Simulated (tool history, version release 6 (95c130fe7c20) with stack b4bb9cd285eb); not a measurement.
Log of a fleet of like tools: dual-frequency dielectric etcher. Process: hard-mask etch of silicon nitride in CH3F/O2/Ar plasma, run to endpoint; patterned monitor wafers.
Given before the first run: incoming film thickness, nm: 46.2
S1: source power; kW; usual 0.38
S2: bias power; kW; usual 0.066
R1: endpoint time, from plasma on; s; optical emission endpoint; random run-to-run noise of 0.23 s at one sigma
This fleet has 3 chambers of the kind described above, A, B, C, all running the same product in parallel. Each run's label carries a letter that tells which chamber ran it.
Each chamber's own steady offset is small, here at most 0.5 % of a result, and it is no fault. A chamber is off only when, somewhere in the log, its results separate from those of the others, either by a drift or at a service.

run 1A hour=5.5 | S1=0.38 S2=0.066 | R1=70.04
run 2B hour=9 | S1=0.38 S2=0.066 | R1=70.748
run 3C hour=12.1 | S1=0.38 S2=0.066 | R1=70.844
-- hour=16.5 chamber B: wet clean of the chamber
run 4B hour=18.1 | S1=0.38 S2=0.066 | R1=70.45
run 5A hour=23.3 | S1=0.38 S2=0.066 | R1=69.598
run 6C hour=26.6 | S1=0.38 S2=0.066 | R1=70.692
run 7B hour=32.7 | S1=0.38 S2=0.066 | R1=70.54
run 8A hour=37.1 | S1=0.38 S2=0.066 | R1=69.826
run 9C hour=42.3 | S1=0.42 S2=0.077 | R1=64.355
run 10A hour=45.8 | S1=0.42 S2=0.077 | R1=63.735
run 11B hour=52.1 | S1=0.42 S2=0.077 | R1=64.995
-- hour=53.6 chamber C: wet clean of the chamber
run 12C hour=56.8 | S1=0.38 S2=0.066 | R1=73.017
run 13C hour=61.2 | S1=0.46 S2=0.066 | R1=68.159
run 14A hour=67.1 | S1=0.46 S2=0.066 | R1=65.063
run 15B hour=72.6 | S1=0.46 S2=0.066 | R1=65.916
run 16C hour=78.8 | S1=0.38 S2=0.053 | R1=78.492
run 17B hour=82.4 | S1=0.38 S2=0.053 | R1=75.941
run 18A hour=88.2 | S1=0.38 S2=0.053 | R1=75.343
run 19B hour=91 | S1=0.38 S2=0.078 | R1=66.502
run 20C hour=95.6 | S1=0.38 S2=0.078 | R1=69.157
run 21A hour=101.9 | S1=0.38 S2=0.078 | R1=65.941
run 22A hour=107.5 | S1=0.38 S2=0.066 | R1=69.907
run 23B hour=112.8 | S1=0.38 S2=0.066 | R1=70.63

Each of the 3 chambers runs these same settings next. Fill in every chamber's results:
run 24A hour=117.3 | S1=0.38 S2=0.066 | R1=?
run 24B hour=117.3 | S1=0.38 S2=0.066 | R1=?
run 24C hour=117.3 | S1=0.38 S2=0.066 | R1=?

run=24A R1=70.143
run=24B R1=70.608
run=24C R1=72.861
